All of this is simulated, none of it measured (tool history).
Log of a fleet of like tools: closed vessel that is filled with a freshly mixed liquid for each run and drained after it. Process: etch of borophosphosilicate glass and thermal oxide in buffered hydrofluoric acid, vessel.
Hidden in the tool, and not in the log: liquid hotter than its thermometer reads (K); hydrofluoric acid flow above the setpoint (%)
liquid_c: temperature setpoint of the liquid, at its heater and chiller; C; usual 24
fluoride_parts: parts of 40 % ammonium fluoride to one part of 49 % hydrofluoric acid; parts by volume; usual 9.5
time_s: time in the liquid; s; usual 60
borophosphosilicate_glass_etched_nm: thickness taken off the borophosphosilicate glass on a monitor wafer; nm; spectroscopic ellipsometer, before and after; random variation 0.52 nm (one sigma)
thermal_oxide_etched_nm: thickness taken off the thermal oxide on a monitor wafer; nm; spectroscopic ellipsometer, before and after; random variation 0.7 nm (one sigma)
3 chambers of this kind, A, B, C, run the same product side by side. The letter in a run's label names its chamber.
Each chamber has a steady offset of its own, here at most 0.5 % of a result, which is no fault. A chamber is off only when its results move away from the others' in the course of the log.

| run | hour | liquid_c | fluoride_parts | time_s | hours since the thermometer was replaced | hours since the hydrofluoric acid flow meter was replaced | read-back film thickness of the borophosphosilicate glass reference wafer, read on the same gauge (nm) | read-back film thickness of the thermal oxide reference wafer, read on the same gauge (nm) | borophosphosilicate_glass_etched_nm | thermal_oxide_etched_nm |
|---|---|---|---|---|---|---|---|---|---|---|
| 1C | 7.5 | 24 | 9.5 | 60 | 2315.1 | 190.1 | 59.955 | 99.983 | 153.64 | 74.359 |
| 2A | 17.6 | 24 | 9.5 | 60 | 431.9 | 97.7 | 59.944 | 100.01 | 152.9 | 73.087 |
| 3B | 26 | 24 | 9.5 | 60 | 836.6 | 1565 | 59.965 | 99.979 | 153.28 | 74.092 |
| 4C | 36.7 | 24 | 9.5 | 60 | 2344.3 | 219.3 | 60.011 | 100.02 | 153.55 | 72.691 |
| 5B | 46.8 | 24 | 9.5 | 60 | 857.4 | 1585.8 | 59.977 | 99.996 | 153.35 | 73.432 |
| 6A | 56.4 | 24 | 9.5 | 60 | 470.7 | 136.5 | 60.048 | 99.966 | 153.65 | 74.685 |
| 7C | 68.3 | 24 | 9.5 | 60 | 2375.9 | 250.9 | 59.965 | 100.01 | 153.87 | 74.452 |
| 8B | 77 | 27.5 | 9.5 | 60 | 887.6 | 1616 | 59.964 | 100 | 184.98 | 88.242 |
| 9A | 84.8 | 27.5 | 9.5 | 60 | 499.1 | 164.9 | 60.018 | 100.02 | 185.59 | 88.719 |
| 10A | 93.3 | 27.5 | 9.5 | 60 | 507.6 | 173.4 | 59.993 | 100 | 184.74 | 87.471 |
| 11B | 100.1 | 24 | 9.5 | 60 | 910.7 | 1639.1 | 60.003 | 100 | 152.57 | 74.236 |
| 12C | 106.3 | 24 | 9.5 | 60 | 2413.9 | 288.9 | 60.016 | 99.982 | 154.69 | 72.759 |
| 13B | 117.7 | 29 | 9.5 | 70 | 928.3 | 1656.7 | 60.036 | 100.03 | 234.72 | 113.01 |
| 14C | 123.2 | 29 | 9.5 | 70 | 2430.8 | 305.8 | 59.977 | 100.02 | 234.38 | 110.88 |
| 15A | 132.1 | 29 | 9.5 | 70 | 546.4 | 212.2 | 60.029 | 100.01 | 234.06 | 111.98 |
| 16A | 138.4 | 24 | 9.5 | 60 | 552.7 | 218.5 | 60.015 | 99.989 | 153.05 | 72.522 |
| 17B | 147.7 | 24 | 9.5 | 75 | 958.3 | 1686.7 | 60.02 | 99.986 | 191.37 | 91.58 |
| 18C | 155.7 | 24 | 9.5 | 75 | 2463.3 | 338.3 | 60.055 | 99.973 | 193.02 | 92.404 |
| 19A | 167 | 24 | 9.5 | 75 | 581.3 | 247.1 | 59.938 | 100.03 | 191.78 | 91.498 |
| 20C | 172.2 | 24 | 9.5 | 60 | 2479.8 | 354.8 | 59.981 | 99.974 | 154.27 | 72.552 |
| 21B | 183.4 | 24 | 9.5 | 90 | 994 | 1722.4 | 59.955 | 99.994 | 229.79 | 109.54 |

Is one chamber off against the others, does the gauge drift, or is nothing wrong? If a chamber is off, say which, and what the likeliest cause is.

No chamber stands off beyond its own small offset, and the gauge holds steady.
